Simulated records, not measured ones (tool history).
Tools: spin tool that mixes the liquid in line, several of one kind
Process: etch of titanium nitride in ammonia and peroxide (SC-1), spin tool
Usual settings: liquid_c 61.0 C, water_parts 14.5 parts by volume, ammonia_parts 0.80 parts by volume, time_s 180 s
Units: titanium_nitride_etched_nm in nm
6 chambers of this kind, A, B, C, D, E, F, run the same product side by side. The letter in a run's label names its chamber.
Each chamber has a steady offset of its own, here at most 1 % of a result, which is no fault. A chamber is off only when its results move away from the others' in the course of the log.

run	hour	liquid_c	water_parts	ammonia_parts	time_s	read-back film thickness of the titanium nitride reference wafer, read on the same gauge (nm)	titanium_nitride_etched_nm
1F	8.8	61.0	14.5	0.80	180	120.01	20.0080
2B	19.1	61.0	14.5	0.80	180	119.97	20.1330
3A	25.3	61.0	14.5	0.80	180	120.04	20.3450
4E	36.4	61.0	14.5	0.80	180	119.98	20.1070
5D	45.5	61.0	14.5	0.80	180	120.00	19.9370
6C	54.5	61.0	14.5	0.80	180	119.98	20.2050
# hour 58.1: chamber D: new drum of ammonia solution connected
7A	64.6	61.0	14.5	0.80	180	119.99	20.0240
# hour 69.5: chamber A: new drum of ammonia solution connected
8C	73.6	61.0	14.5	0.80	180	120.00	20.0070
9F	83.0	61.0	14.5	0.80	180	120.02	20.1590
10B	88.4	61.0	14.5	0.80	180	120.03	19.7160
11E	98.9	61.0	14.5	0.80	180	120.00	19.9310
12D	109.3	61.0	14.5	0.80	180	120.00	19.8310
13B	116.4	61.0	14.5	0.80	180	119.99	20.0150
# hour 121.5: chamber F: new drum of ammonia solution connected
14E	122.7	61.0	14.5	0.80	180	119.99	20.2880
15C	130.1	61.0	14.5	0.80	180	119.98	20.2880
16A	138.1	69.0	14.5	0.80	180	119.98	33.0250
17F	146.5	69.0	14.5	0.80	180	119.99	33.6070
18D	155.0	69.0	14.5	0.80	180	119.98	33.4250
19C	163.0	69.0	14.5	0.80	180	120.01	33.9560
20A	170.1	69.0	14.5	0.80	180	119.99	33.3750
21E	177.0	69.0	14.5	0.80	180	120.00	33.4010
22B	187.4	61.0	14.5	0.80	180	120.00	20.0090
# hour 190.9: chamber E: ammonia flow meter replaced
23F	195.5	61.0	14.5	0.80	180	120.03	20.3040
# hour 198.6: chamber B: ammonia flow meter replaced
# hour 203.7: chamber D: ammonia flow meter replaced
24D	204.1	61.0	14.5	0.80	180	119.98	19.9660
25D	210.2	61.0	14.5	0.80	180	120.00	20.1530
26E	216.0	52.5	14.5	0.80	130	120.02	8.1458
27C	225.3	52.5	14.5	0.80	130	120.03	8.2888
# hour 235.0: chamber F: ammonia flow meter replaced
28F	235.0	52.5	14.5	0.80	130	120.01	8.4022
29B	240.9	52.5	14.5	0.80	130	120.02	8.1977
30A	249.9	52.5	14.5	0.80	130	119.99	8.2284
31A	258.0	52.5	14.5	0.80	130	120.00	8.3514
32D	264.5	61.0	14.5	0.80	180	120.02	20.0860
# hour 269.3: chamber A: new drum of ammonia solution connected
33F	275.7	61.0	14.5	0.80	180	120.00	20.3690
34C	283.2	61.0	14.5	0.80	180	119.98	19.9970
35E	289.7	61.0	14.5	0.80	180	119.98	19.9970
36B	294.8	61.0	14.5	1.15	85	120.00	10.0150
37D	302.3	61.0	14.5	1.15	85	120.00	9.9887
38C	313.1	61.0	14.5	1.15	85	119.99	10.0850
39A	324.0	61.0	14.5	1.15	85	120.00	10.2180
40B	334.3	61.0	14.5	1.15	85	120.01	9.9289
41F	339.2	61.0	14.5	1.15	85	120.05	10.2440
42E	346.3	61.0	14.5	0.80	180	119.98	19.9710
43C	355.2	61.0	14.5	0.80	180	120.01	20.1930

Next, every chamber runs the same settings. What will each give?
44A	363.3	58.0	14.5	0.80	180		?
44B	363.3	58.0	14.5	0.80	180		?
44C	363.3	58.0	14.5	0.80	180		?
44D	363.3	58.0	14.5	0.80	180		?
44E	363.3	58.0	14.5	0.80	180		?
44F	363.3	58.0	14.5	0.80	180		?

run	titanium_nitride_etched_nm
44A	16.7070
44B	16.4660
44C	16.4440
44D	16.5050
44E	16.6340
44F	16.8140

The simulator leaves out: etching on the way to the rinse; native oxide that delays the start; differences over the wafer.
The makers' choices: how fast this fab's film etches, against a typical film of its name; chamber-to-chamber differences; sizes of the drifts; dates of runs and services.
